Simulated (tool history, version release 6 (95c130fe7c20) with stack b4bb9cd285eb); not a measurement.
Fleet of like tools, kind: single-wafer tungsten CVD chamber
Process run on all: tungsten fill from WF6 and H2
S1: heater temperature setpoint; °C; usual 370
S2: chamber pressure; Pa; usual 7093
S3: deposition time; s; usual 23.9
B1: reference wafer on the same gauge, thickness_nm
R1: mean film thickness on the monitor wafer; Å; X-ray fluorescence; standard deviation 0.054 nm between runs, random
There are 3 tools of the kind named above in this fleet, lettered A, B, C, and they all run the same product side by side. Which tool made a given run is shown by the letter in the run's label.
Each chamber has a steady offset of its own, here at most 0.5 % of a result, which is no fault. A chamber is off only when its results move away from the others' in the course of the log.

Run 1A, hour 4.3: usual settings; B1 50.992. Result: R1 500.04 Å.
Run 2B, hour 10.7: usual settings; B1 51.000. Result: R1 501.59 Å.
Run 3C, hour 19.1: usual settings; B1 51.026. Result: R1 498.83 Å.
Run 4A, hour 24.9: usual settings; B1 51.012. Result: R1 501.05 Å.
Run 5C, hour 28.8: usual settings; B1 51.023. Result: R1 498.77 Å.
Run 6B, hour 36.2: usual settings; B1 51.036. Result: R1 500.64 Å.
Run 7A, hour 44.9: usual settings; B1 51.047. Result: R1 500.15 Å.
Run 8B, hour 50.8: usual settings; B1 51.046. Result: R1 501.44 Å.
Run 9C, hour 55.0: usual settings but S3 26.4 s; B1 51.053. Result: R1 551.48 Å.
Run 10C, hour 60.7: usual settings but S3 26.4 s; B1 51.070. Result: R1 551.27 Å.
Run 11B, hour 65.8: usual settings but S3 26.4 s; B1 51.077. Result: R1 554.09 Å.
Run 12A, hour 72.9: usual settings; B1 51.078. Result: R1 501.53 Å.
Run 13A, hour 79.3: usual settings; B1 51.082. Result: R1 500.45 Å.
Run 14B, hour 84.6: usual settings; B1 51.075. Result: R1 501.76 Å.
Run 15C, hour 90.8: usual settings but S2 8279 Pa; B1 51.099. Result: R1 536.02 Å.
Run 16C, hour 97.3: usual settings but S2 8279 Pa; B1 51.085. Result: R1 536.21 Å.
Run 17B, hour 105.3: usual settings but S2 8279 Pa; B1 51.105. Result: R1 538.36 Å.
Run 18A, hour 112.3: usual settings; B1 51.108. Result: R1 501.72 Å.
Run 19C, hour 120.3: usual settings; B1 51.124. Result: R1 499.85 Å.
Run 20A, hour 125.5: usual settings; B1 51.135. Result: R1 501.50 Å.
Run 21B, hour 131.3: usual settings; B1 51.131. Result: R1 501.31 Å.
Run 22A, hour 136.8: usual settings; B1 51.133. Result: R1 501.70 Å.
Run 23B, hour 144.6: usual settings; B1 51.144. Result: R1 502.39 Å.
Run 24C, hour 152.3: usual settings; B1 51.146. Result: R1 499.96 Å.
Run 25C, hour 156.9: usual settings; B1 51.164. Result: R1 500.32 Å.
Run 26B, hour 161.9: usual settings; B1 51.170. Result: R1 502.46 Å.
Run 27A, hour 166.0: usual settings; B1 51.173. Result: R1 501.50 Å.
Run 28A, hour 174.1: usual settings; B1 51.173. Result: R1 502.97 Å.
Run 29C, hour 180.0: usual settings; B1 51.185. Result: R1 499.93 Å.
Run 30B, hour 184.7: usual settings; B1 51.186. Result: R1 502.27 Å.
Run 31C, hour 192.8: usual settings; B1 51.174. Result: R1 500.87 Å.
Run 32B, hour 200.4: usual settings; B1 51.211. Result: R1 502.39 Å.
Run 33A, hour 205.2: usual settings; B1 51.201. Result: R1 501.21 Å.
Run 34C, hour 213.2: usual settings; B1 51.218. Result: R1 501.06 Å.
Run 35A, hour 221.3: usual settings; B1 51.206. Result: R1 501.68 Å.

All 3 chambers run these settings next. Forecast each chamber's results:
Run 36A, hour 227.6: usual settings but S3 28.0 s. Result: R1 ?.
Run 36B, hour 227.6: usual settings but S3 28.0 s. Result: R1 ?.
Run 36C, hour 227.6: usual settings but S3 28.0 s. Result: R1 ?.

run      R1
36A  588.93
36B  589.81
36C  587.22
